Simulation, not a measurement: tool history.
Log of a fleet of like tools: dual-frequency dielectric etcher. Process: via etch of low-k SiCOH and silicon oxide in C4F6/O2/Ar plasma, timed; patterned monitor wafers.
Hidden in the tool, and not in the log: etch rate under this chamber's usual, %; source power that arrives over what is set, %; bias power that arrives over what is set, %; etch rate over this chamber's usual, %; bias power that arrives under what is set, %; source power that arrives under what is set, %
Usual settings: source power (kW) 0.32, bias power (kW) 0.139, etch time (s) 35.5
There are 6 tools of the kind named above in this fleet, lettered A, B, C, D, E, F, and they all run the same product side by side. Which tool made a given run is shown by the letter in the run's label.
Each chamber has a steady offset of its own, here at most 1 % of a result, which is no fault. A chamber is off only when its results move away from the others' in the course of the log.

run	hour	source power (kW)	bias power (kW)	etch time (s)	hours since the last wet clean	hours since the last source power generator calibration	hours since the last bias power generator calibration	read-back reference wafer on the same gauge, depth_nm	mean etch depth across the wafer (angstrom)
1D	10.8	0.32	0.139	35.5	416	1479.5	2752.1	71.546	796.39
# hour 16.2: chamber D: wet clean of the chamber
2B	20.5	0.32	0.139	35.5	233.7	753	1399.9	71.51	787.39
# hour 26.8: chamber E: source power generator calibrated
3C	30.9	0.32	0.139	35.5	239.4	180.5	3134.1	71.71	787.92
4A	40.5	0.32	0.139	35.5	76.9	82.2	1770.5	71.717	788.69
5F	52.9	0.32	0.139	35.5	286.3	3626.2	3355.4	71.658	780.68
6E	68.5	0.32	0.139	35.5	364.8	41.7	2017.5	71.562	785.95
7C	76.7	0.32	0.139	35.5	285.2	226.3	3179.9	71.602	788.13
# hour 82.4: chamber F: bias power generator calibrated
8D	92.2	0.3	0.154	35.5	76.1	1560.9	2833.5	71.583	792.39
9A	103.7	0.3	0.154	35.5	140.1	145.4	1833.7	71.611	791.84
# hour 109.6: chamber A: bias power generator calibrated
10F	117.1	0.3	0.154	35.5	350.5	3690.4	34.7	71.521	798.09
# hour 123.2: chamber C: bias power generator calibrated
11B	129.4	0.3	0.154	35.5	342.6	861.9	1508.8	71.583	793.85
# hour 137.2: chamber B: wet clean of the chamber
12E	145.7	0.3	0.154	35.5	442	118.9	2094.7	71.537	785.96
# hour 152: chamber E: wet clean of the chamber
13F	154.9	0.3	0.154	35.5	388.3	3728.2	72.5	71.614	794.39
# hour 165.2: chamber F: wet clean of the chamber
14E	169.6	0.37	0.106	35.5	17.7	142.8	2118.6	71.675	790.6
15B	180.5	0.37	0.106	35.5	43.4	913	1559.9	71.541	770.99
16D	195.6	0.37	0.106	35.5	179.5	1664.3	2936.9	71.566	777.72
17C	205.9	0.37	0.106	35.5	414.4	355.5	82.8	71.641	770.74
18A	214.9	0.37	0.106	35.5	251.3	256.6	105.3	71.658	771.53
19C	226.7	0.37	0.106	35.5	435.2	376.3	103.6	71.636	771.15
20A	239.4	0.32	0.139	35.5	275.8	281.1	129.8	71.582	792.78
21D	246.9	0.32	0.139	35.5	230.8	1715.6	2988.2	71.585	792.6
22F	262.5	0.32	0.139	35.5	97.3	3835.8	180.1	71.637	788.51
23B	270.4	0.32	0.139	35.5	133.3	1002.9	1649.8	71.472	783.1
# hour 276: chamber C: wet clean of the chamber
24E	285.9	0.32	0.139	35.5	134	259.1	2234.9	71.546	817.69
25F	294.1	0.32	0.139	35.5	128.9	3867.4	211.7	71.612	785.15
26B	306.9	0.32	0.139	35.5	169.8	1039.4	1686.3	71.616	788.72
27D	320.2	0.32	0.139	35.5	304.1	1788.9	3061.5	71.528	787.49
28C	332.2	0.32	0.111	35.5	56.2	481.8	209.1	71.579	732.2
29A	347.7	0.32	0.111	35.5	384.1	389.4	238.1	71.642	732.63
30E	356.3	0.32	0.111	35.5	204.4	329.5	2305.3	71.647	760.39
31E	366.9	0.32	0.111	35.5	215	340.1	2315.9	71.615	760.65
32F	379.9	0.32	0.111	35.5	214.7	3953.2	297.5	71.649	744.93
33C	392.3	0.32	0.111	35.5	116.3	541.9	269.2	71.624	733.19
34A	400.5	0.32	0.139	35.5	436.9	442.2	290.9	71.666	787.13
35B	416.2	0.32	0.139	35.5	279.1	1148.7	1795.6	71.534	790.26
36D	429.8	0.34	0.139	35.5	413.7	1898.5	3171.1	71.565	807.39
# hour 441.1: chamber D: wet clean of the chamber
37A	442.5	0.34	0.139	35.5	478.9	484.2	332.9	71.601	811.17
38E	450.7	0.34	0.139	35.5	298.8	423.9	2399.7	71.502	824.96
39D	463.9	0.34	0.139	35.5	22.8	1932.6	3205.2	71.647	803.6

Next, every chamber runs the same settings. What will each give?
40A	475.8	0.32	0.17	35.5					?
40B	475.8	0.32	0.17	35.5					?
40C	475.8	0.32	0.17	35.5					?
40D	475.8	0.32	0.17	35.5					?
40E	475.8	0.32	0.17	35.5					?
40F	475.8	0.32	0.17	35.5					?

run	mean etch depth across the wafer (angstrom)
40A	834.69
40B	840.25
40C	838.11
40D	837.34
40E	864.71
40F	830.97

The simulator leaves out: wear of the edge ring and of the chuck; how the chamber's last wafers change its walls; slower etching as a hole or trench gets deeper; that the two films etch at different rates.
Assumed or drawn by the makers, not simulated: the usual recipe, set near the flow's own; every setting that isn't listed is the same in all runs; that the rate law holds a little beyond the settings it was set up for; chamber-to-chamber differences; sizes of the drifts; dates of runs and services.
